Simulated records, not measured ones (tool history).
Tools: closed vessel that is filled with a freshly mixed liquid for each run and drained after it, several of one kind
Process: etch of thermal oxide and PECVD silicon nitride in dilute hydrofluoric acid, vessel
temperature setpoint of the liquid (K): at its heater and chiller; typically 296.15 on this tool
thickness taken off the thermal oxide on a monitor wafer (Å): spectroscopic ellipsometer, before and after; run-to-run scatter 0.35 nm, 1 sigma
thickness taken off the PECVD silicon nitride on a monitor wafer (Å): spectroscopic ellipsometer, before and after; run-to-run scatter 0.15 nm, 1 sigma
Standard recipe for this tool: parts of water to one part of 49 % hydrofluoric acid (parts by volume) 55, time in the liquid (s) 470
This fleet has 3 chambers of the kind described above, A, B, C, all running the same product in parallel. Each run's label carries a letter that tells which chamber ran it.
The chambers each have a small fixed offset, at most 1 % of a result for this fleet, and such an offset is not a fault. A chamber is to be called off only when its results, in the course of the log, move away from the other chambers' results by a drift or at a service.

| run | hour | temperature setpoint of the liquid (K) | parts of water to one part of 49 % hydrofluoric acid (parts by volume) | time in the liquid (s) | read-back film thickness of the thermal oxide reference wafer, read on the same gauge (nm) | read-back film thickness of the PECVD silicon nitride reference wafer, read on the same gauge (nm) | thickness taken off the thermal oxide on a monitor wafer (Å) | thickness taken off the PECVD silicon nitride on a monitor wafer (Å) |
|---|---|---|---|---|---|---|---|---|
| 1C | 12.5 | 296.15 | 55 | 470 | 50.005 | 99.996 | 411.51 | 215.72 |
| 2A | 21 | 296.15 | 55 | 470 | 49.976 | 100.03 | 417.51 | 215.94 |
| 3B | 33.9 | 296.15 | 55 | 470 | 49.997 | 99.998 | 426.01 | 217.63 |
| 4A | 43.2 | 296.15 | 55 | 470 | 49.99 | 99.965 | 420.82 | 211.98 |
| 5B | 55.4 | 296.15 | 55 | 470 | 50.015 | 100.03 | 420.4 | 213.6 |
| 6C | 66 | 296.15 | 55 | 470 | 50.028 | 100.03 | 419.17 | 216.47 |
| 7B | 79.9 | 296.15 | 55 | 470 | 49.982 | 99.991 | 420.73 | 215.75 |
| 8A | 90.3 | 296.15 | 55 | 470 | 50.006 | 100.03 | 416.87 | 212.88 |
| 9C | 99.6 | 296.15 | 75 | 470 | 49.965 | 100.01 | 298.47 | 159.04 |
| 10B | 112.1 | 296.15 | 75 | 470 | 49.994 | 100.03 | 298.3 | 156.3 |
| 11C | 120.7 | 296.15 | 75 | 470 | 50.005 | 99.996 | 296.69 | 157.37 |
| 12A | 128.3 | 296.15 | 55 | 470 | 49.989 | 100.01 | 419.79 | 214.59 |
| 13C | 142.6 | 296.15 | 55 | 470 | 50.005 | 100.02 | 411.92 | 217.25 |
| 14A | 150.4 | 297.65 | 55 | 595 | 49.99 | 99.985 | 550.63 | 297.72 |
| 15B | 157.1 | 297.65 | 55 | 595 | 49.991 | 99.998 | 556.05 | 301.69 |
| 16B | 167.3 | 297.65 | 55 | 595 | 49.997 | 100.02 | 554.06 | 300.11 |
| 17C | 175.4 | 296.15 | 55 | 470 | 49.998 | 99.975 | 419.84 | 216.13 |
| 18A | 188.9 | 296.15 | 55 | 565 | 50.017 | 100.01 | 499.24 | 253.12 |
| 19A | 196.6 | 296.15 | 55 | 565 | 49.978 | 99.987 | 499.24 | 258.3 |
| 20C | 211.7 | 296.15 | 55 | 565 | 49.995 | 99.997 | 501.54 | 261.33 |

All 3 chambers run these settings next. Forecast each chamber's results:
| 21A | 222.7 | 296.15 | 45 | 470 |  |  | ? | ? |
| 21B | 222.7 | 296.15 | 45 | 470 |  |  | ? | ? |
| 21C | 222.7 | 296.15 | 45 | 470 |  |  | ? | ? |

| run | thickness taken off the thermal oxide on a monitor wafer (Å) | thickness taken off the PECVD silicon nitride on a monitor wafer (Å) |
|---|---|---|
| 21A | 514.01 | 259.21 |
| 21B | 512.41 | 263.42 |
| 21C | 517.08 | 259.19 |
